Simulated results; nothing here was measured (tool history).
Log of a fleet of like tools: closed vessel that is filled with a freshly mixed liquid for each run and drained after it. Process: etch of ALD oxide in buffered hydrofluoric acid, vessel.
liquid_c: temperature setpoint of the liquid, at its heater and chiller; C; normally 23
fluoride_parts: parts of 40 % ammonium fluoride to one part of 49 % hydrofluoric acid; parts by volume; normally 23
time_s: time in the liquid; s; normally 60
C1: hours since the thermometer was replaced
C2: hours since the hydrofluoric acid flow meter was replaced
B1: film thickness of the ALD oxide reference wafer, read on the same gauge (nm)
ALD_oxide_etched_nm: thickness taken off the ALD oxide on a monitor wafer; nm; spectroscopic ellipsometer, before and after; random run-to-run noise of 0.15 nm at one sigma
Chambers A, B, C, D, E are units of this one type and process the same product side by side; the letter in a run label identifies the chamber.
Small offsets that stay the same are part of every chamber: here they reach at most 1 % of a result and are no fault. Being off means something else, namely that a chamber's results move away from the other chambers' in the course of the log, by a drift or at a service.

{"run": "1B", "hour": 10.5, "liquid_c": 23, "fluoride_parts": 23, "time_s": 60, "C1": 134.1, "C2": 509.5, "B1": 140.03, "ALD_oxide_etched_nm": 32.851}
{"run": "2C", "hour": 17.3, "liquid_c": 23, "fluoride_parts": 23, "time_s": 60, "C1": 1277.7, "C2": 534.9, "B1": 139.98, "ALD_oxide_etched_nm": 32.402}
{"run": "3D", "hour": 23.3, "liquid_c": 23, "fluoride_parts": 23, "time_s": 60, "C1": 193, "C2": 486.3, "B1": 139.98, "ALD_oxide_etched_nm": 32.109}
{"run": "4A", "hour": 37.0, "liquid_c": 23, "fluoride_parts": 23, "time_s": 60, "C1": 236.9, "C2": 796.9, "B1": 140.01, "ALD_oxide_etched_nm": 32.609}
{"run": "5E", "hour": 48.2, "liquid_c": 23, "fluoride_parts": 23, "time_s": 60, "C1": 398.9, "C2": 223.6, "B1": 140, "ALD_oxide_etched_nm": 32.581}
{"run": "6C", "hour": 56.8, "liquid_c": 23, "fluoride_parts": 23, "time_s": 60, "C1": 1317.2, "C2": 574.4, "B1": 140.02, "ALD_oxide_etched_nm": 32.362}
{"run": "7B", "hour": 69.3, "liquid_c": 23, "fluoride_parts": 23, "time_s": 60, "C1": 192.9, "C2": 568.3, "B1": 140, "ALD_oxide_etched_nm": 32.563}
{"run": "8D", "hour": 81.4, "liquid_c": 23, "fluoride_parts": 23, "time_s": 60, "C1": 251.1, "C2": 544.4, "B1": 139.99, "ALD_oxide_etched_nm": 32.281}
{"hour": 82.7, "done": "chamber D: hydrofluoric acid flow meter replaced"}
{"run": "9A", "hour": 91.8, "liquid_c": 23, "fluoride_parts": 23, "time_s": 60, "C1": 291.7, "C2": 851.7, "B1": 140.01, "ALD_oxide_etched_nm": 32.678}
{"run": "10E", "hour": 102.9, "liquid_c": 23, "fluoride_parts": 23, "time_s": 60, "C1": 453.6, "C2": 278.3, "B1": 140.01, "ALD_oxide_etched_nm": 32.57}
{"run": "11B", "hour": 109.1, "liquid_c": 23, "fluoride_parts": 16, "time_s": 85, "C1": 232.7, "C2": 608.1, "B1": 140, "ALD_oxide_etched_nm": 63.39}
{"run": "12D", "hour": 119.0, "liquid_c": 23, "fluoride_parts": 16, "time_s": 85, "C1": 288.7, "C2": 36.3, "B1": 140.01, "ALD_oxide_etched_nm": 63.037}
{"run": "13C", "hour": 128.2, "liquid_c": 23, "fluoride_parts": 16, "time_s": 85, "C1": 1388.6, "C2": 645.8, "B1": 139.99, "ALD_oxide_etched_nm": 62.856}
{"run": "14A", "hour": 137.2, "liquid_c": 23, "fluoride_parts": 16, "time_s": 85, "C1": 337.1, "C2": 897.1, "B1": 139.98, "ALD_oxide_etched_nm": 63.26}
{"run": "15E", "hour": 145.0, "liquid_c": 23, "fluoride_parts": 16, "time_s": 85, "C1": 495.7, "C2": 320.4, "B1": 140, "ALD_oxide_etched_nm": 64.238}
{"run": "16A", "hour": 152.6, "liquid_c": 23, "fluoride_parts": 23, "time_s": 60, "C1": 352.5, "C2": 912.5, "B1": 139.99, "ALD_oxide_etched_nm": 32.616}
{"run": "17E", "hour": 165.9, "liquid_c": 23, "fluoride_parts": 23, "time_s": 60, "C1": 516.6, "C2": 341.3, "B1": 139.99, "ALD_oxide_etched_nm": 32.444}
{"run": "18C", "hour": 171.8, "liquid_c": 23, "fluoride_parts": 23, "time_s": 60, "C1": 1432.2, "C2": 689.4, "B1": 140.01, "ALD_oxide_etched_nm": 32.37}
{"run": "19D", "hour": 183.3, "liquid_c": 25, "fluoride_parts": 27.5, "time_s": 60, "C1": 353, "C2": 100.6, "B1": 139.99, "ALD_oxide_etched_nm": 31.887}
{"run": "20B", "hour": 192.1, "liquid_c": 25, "fluoride_parts": 27.5, "time_s": 60, "C1": 315.7, "C2": 691.1, "B1": 140, "ALD_oxide_etched_nm": 31.797}
{"run": "21E", "hour": 201.7, "liquid_c": 25, "fluoride_parts": 27.5, "time_s": 60, "C1": 552.4, "C2": 377.1, "B1": 140.02, "ALD_oxide_etched_nm": 32.052}
{"run": "22B", "hour": 213.7, "liquid_c": 25, "fluoride_parts": 27.5, "time_s": 60, "C1": 337.3, "C2": 712.7, "B1": 139.99, "ALD_oxide_etched_nm": 31.454}
{"run": "23A", "hour": 225.4, "liquid_c": 25, "fluoride_parts": 27.5, "time_s": 60, "C1": 425.3, "C2": 985.3, "B1": 140.02, "ALD_oxide_etched_nm": 32.35}
{"run": "24D", "hour": 232.5, "liquid_c": 23, "fluoride_parts": 23, "time_s": 60, "C1": 402.2, "C2": 149.8, "B1": 139.99, "ALD_oxide_etched_nm": 32.078}
{"run": "25C", "hour": 239.4, "liquid_c": 23, "fluoride_parts": 23, "time_s": 60, "C1": 1499.8, "C2": 757, "B1": 140, "ALD_oxide_etched_nm": 32.325}
{"run": "26B", "hour": 246.2, "liquid_c": 23, "fluoride_parts": 23, "time_s": 60, "C1": 369.8, "C2": 745.2, "B1": 139.97, "ALD_oxide_etched_nm": 31.577}
{"run": "27E", "hour": 256.4, "liquid_c": 23, "fluoride_parts": 23, "time_s": 60, "C1": 607.1, "C2": 431.8, "B1": 140.02, "ALD_oxide_etched_nm": 32.52}
{"run": "28A", "hour": 269.0, "liquid_c": 23, "fluoride_parts": 23, "time_s": 60, "C1": 468.9, "C2": 1028.9, "B1": 140.02, "ALD_oxide_etched_nm": 32.645}
{"run": "29D", "hour": 277.1, "liquid_c": 27.5, "fluoride_parts": 23, "time_s": 45, "C1": 446.8, "C2": 194.4, "B1": 139.99, "ALD_oxide_etched_nm": 30.77}
{"run": "30C", "hour": 290.9, "liquid_c": 27.5, "fluoride_parts": 23, "time_s": 45, "C1": 1551.3, "C2": 808.5, "B1": 140.02, "ALD_oxide_etched_nm": 31.237}
{"run": "31B", "hour": 300.8, "liquid_c": 27.5, "fluoride_parts": 23, "time_s": 45, "C1": 424.4, "C2": 799.8, "B1": 140, "ALD_oxide_etched_nm": 29.884}
{"run": "32E", "hour": 312.7, "liquid_c": 27.5, "fluoride_parts": 23, "time_s": 45, "C1": 663.4, "C2": 488.1, "B1": 140.01, "ALD_oxide_etched_nm": 31.422}
{"run": "33A", "hour": 321.3, "liquid_c": 27.5, "fluoride_parts": 23, "time_s": 45, "C1": 521.2, "C2": 1081.2, "B1": 140.05, "ALD_oxide_etched_nm": 31.237}
{"run": "34D", "hour": 327.5, "liquid_c": 23, "fluoride_parts": 23, "time_s": 60, "C1": 497.2, "C2": 244.8, "B1": 140.02, "ALD_oxide_etched_nm": 32.208}
{"run": "35C", "hour": 334.7, "liquid_c": 23, "fluoride_parts": 23, "time_s": 60, "C1": 1595.1, "C2": 852.3, "B1": 139.99, "ALD_oxide_etched_nm": 32.528}
{"run": "36C", "hour": 344.4, "liquid_c": 23, "fluoride_parts": 23, "time_s": 60, "C1": 1604.8, "C2": 862, "B1": 139.99, "ALD_oxide_etched_nm": 32.686}
{"run": "37A", "hour": 353.7, "liquid_c": 23, "fluoride_parts": 23, "time_s": 60, "C1": 553.6, "C2": 1113.6, "B1": 140.02, "ALD_oxide_etched_nm": 32.794}
{"run": "38D", "hour": 361.6, "liquid_c": 23, "fluoride_parts": 23, "time_s": 60, "C1": 531.3, "C2": 278.9, "B1": 139.97, "ALD_oxide_etched_nm": 32.179}
{"run": "39B", "hour": 368.2, "liquid_c": 20.5, "fluoride_parts": 23, "time_s": 30, "C1": 491.8, "C2": 867.2, "B1": 140, "ALD_oxide_etched_nm": 13.382}
{"run": "40E", "hour": 378.1, "liquid_c": 20.5, "fluoride_parts": 23, "time_s": 30, "C1": 728.8, "C2": 553.5, "B1": 140.01, "ALD_oxide_etched_nm": 14.095}
{"run": "41D", "hour": 384.1, "liquid_c": 20.5, "fluoride_parts": 23, "time_s": 30, "C1": 553.8, "C2": 301.4, "B1": 139.97, "ALD_oxide_etched_nm": 13.97}

Each of the 5 chambers runs these same settings next. Fill in every chamber's results:
{"run": "42A", "hour": 394.1, "liquid_c": 23, "fluoride_parts": 26.5, "time_s": 60, "ALD_oxide_etched_nm": "?"}
{"run": "42B", "hour": 394.1, "liquid_c": 23, "fluoride_parts": 26.5, "time_s": 60, "ALD_oxide_etched_nm": "?"}
{"run": "42C", "hour": 394.1, "liquid_c": 23, "fluoride_parts": 26.5, "time_s": 60, "ALD_oxide_etched_nm": "?"}
{"run": "42D", "hour": 394.1, "liquid_c": 23, "fluoride_parts": 26.5, "time_s": 60, "ALD_oxide_etched_nm": "?"}
{"run": "42E", "hour": 394.1, "liquid_c": 23, "fluoride_parts": 26.5, "time_s": 60, "ALD_oxide_etched_nm": "?"}

run=42A ALD_oxide_etched_nm=29.513
run=42B ALD_oxide_etched_nm=27.632
run=42C ALD_oxide_etched_nm=29.5
run=42D ALD_oxide_etched_nm=29.138
run=42E ALD_oxide_etched_nm=29.598
